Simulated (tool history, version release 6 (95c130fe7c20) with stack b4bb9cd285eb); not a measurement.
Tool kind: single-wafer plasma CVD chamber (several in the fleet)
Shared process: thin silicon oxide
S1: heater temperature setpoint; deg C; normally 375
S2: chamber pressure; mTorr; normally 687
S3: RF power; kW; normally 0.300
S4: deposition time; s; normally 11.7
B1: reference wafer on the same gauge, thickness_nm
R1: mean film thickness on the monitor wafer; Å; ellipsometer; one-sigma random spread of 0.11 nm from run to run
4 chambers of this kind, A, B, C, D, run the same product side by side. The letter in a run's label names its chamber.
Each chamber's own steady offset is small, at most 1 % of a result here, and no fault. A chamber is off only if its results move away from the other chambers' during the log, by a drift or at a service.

run 1A hour=14.5 | S1=375 S2=687 S3=0.300 S4=11.7 | B1=19.293 | R1=190.05
run 2B hour=28.6 | S1=375 S2=687 S3=0.300 S4=11.7 | B1=19.327 | R1=186.50
run 3D hour=36.4 | S1=375 S2=687 S3=0.300 S4=11.7 | B1=19.310 | R1=188.55
run 4C hour=50.0 | S1=375 S2=687 S3=0.300 S4=11.7 | B1=19.290 | R1=187.94
run 5B hour=62.2 | S1=375 S2=687 S3=0.300 S4=11.7 | B1=19.305 | R1=185.05
run 6D hour=70.8 | S1=375 S2=687 S3=0.300 S4=11.7 | B1=19.293 | R1=188.00
-- hour=72.3 chamber B: thermocouple changed; heater temperature recalibrated
run 7A hour=85.3 | S1=375 S2=687 S3=0.300 S4=11.7 | B1=19.261 | R1=189.93
run 8C hour=94.5 | S1=375 S2=687 S3=0.300 S4=11.7 | B1=19.269 | R1=189.91
run 9C hour=107.6 | S1=375 S2=687 S3=0.300 S4=11.7 | B1=19.299 | R1=187.86
run 10B hour=116.1 | S1=375 S2=687 S3=0.245 S4=13.8 | B1=19.309 | R1=202.42
-- hour=129.1 chamber B: RF generator calibrated
run 11D hour=131.0 | S1=375 S2=687 S3=0.245 S4=13.8 | B1=19.295 | R1=200.37
run 12A hour=143.1 | S1=375 S2=687 S3=0.245 S4=13.8 | B1=19.293 | R1=204.67
run 13A hour=156.8 | S1=375 S2=687 S3=0.245 S4=13.8 | B1=19.320 | R1=202.57
run 14D hour=170.2 | S1=387 S2=594 S3=0.300 S4=11.7 | B1=19.316 | R1=158.64
run 15B hour=182.4 | S1=387 S2=594 S3=0.300 S4=11.7 | B1=19.325 | R1=157.36
run 16C hour=197.3 | S1=387 S2=594 S3=0.300 S4=11.7 | B1=19.317 | R1=160.74
run 17B hour=208.3 | S1=387 S2=594 S3=0.300 S4=11.7 | B1=19.288 | R1=158.67
run 18A hour=215.8 | S1=369 S2=687 S3=0.335 S4=11.7 | B1=19.290 | R1=195.92
run 19C hour=224.3 | S1=369 S2=687 S3=0.335 S4=11.7 | B1=19.286 | R1=197.82
run 20D hour=231.8 | S1=369 S2=687 S3=0.335 S4=11.7 | B1=19.330 | R1=196.40
run 21A hour=241.5 | S1=369 S2=687 S3=0.335 S4=11.7 | B1=19.288 | R1=197.59
run 22C hour=252.7 | S1=375 S2=687 S3=0.300 S4=11.7 | B1=19.311 | R1=189.41
run 23D hour=264.2 | S1=368 S2=687 S3=0.250 S4=11.7 | B1=19.294 | R1=176.98
-- hour=265.4 chamber C: capacitance manometer re-zeroed and calibrated
run 24B hour=278.3 | S1=368 S2=687 S3=0.250 S4=11.7 | B1=19.289 | R1=174.87
run 25B hour=286.4 | S1=368 S2=687 S3=0.250 S4=11.7 | B1=19.334 | R1=174.68
run 26C hour=298.0 | S1=368 S2=687 S3=0.250 S4=11.7 | B1=19.300 | R1=175.19
run 27D hour=310.0 | S1=375 S2=687 S3=0.300 S4=11.7 | B1=19.312 | R1=186.41
run 28A hour=325.0 | S1=375 S2=687 S3=0.300 S4=11.7 | B1=19.297 | R1=188.52
run 29A hour=340.1 | S1=375 S2=687 S3=0.300 S4=11.7 | B1=19.291 | R1=186.98
run 30B hour=350.5 | S1=375 S2=687 S3=0.300 S4=11.7 | B1=19.310 | R1=185.97
run 31D hour=360.6 | S1=375 S2=687 S3=0.300 S4=11.7 | B1=19.273 | R1=186.59
run 32C hour=371.8 | S1=375 S2=687 S3=0.300 S4=10.0 | B1=19.304 | R1=161.51
-- hour=372.1 chamber D: thermocouple changed; heater temperature recalibrated
run 33A hour=380.4 | S1=375 S2=687 S3=0.300 S4=10.0 | B1=19.263 | R1=161.33
run 34D hour=389.7 | S1=375 S2=687 S3=0.300 S4=10.0 | B1=19.305 | R1=162.05
run 35B hour=405.7 | S1=375 S2=687 S3=0.300 S4=10.0 | B1=19.273 | R1=161.56
run 36C hour=414.3 | S1=375 S2=687 S3=0.300 S4=11.7 | B1=19.314 | R1=187.47
run 37B hour=424.6 | S1=375 S2=687 S3=0.300 S4=11.7 | B1=19.289 | R1=187.91
run 38A hour=440.5 | S1=370 S2=591 S3=0.300 S4=11.7 | B1=19.290 | R1=161.59

All 4 chambers run these settings next. Forecast each chamber's results:
run 39A hour=452.1 | S1=375 S2=687 S3=0.300 S4=11.7 | R1=?
run 39B hour=452.1 | S1=375 S2=687 S3=0.300 S4=11.7 | R1=?
run 39C hour=452.1 | S1=375 S2=687 S3=0.300 S4=11.7 | R1=?
run 39D hour=452.1 | S1=375 S2=687 S3=0.300 S4=11.7 | R1=?

run=39A R1=188.39
run=39B R1=185.78
run=39C R1=188.85
run=39D R1=185.64
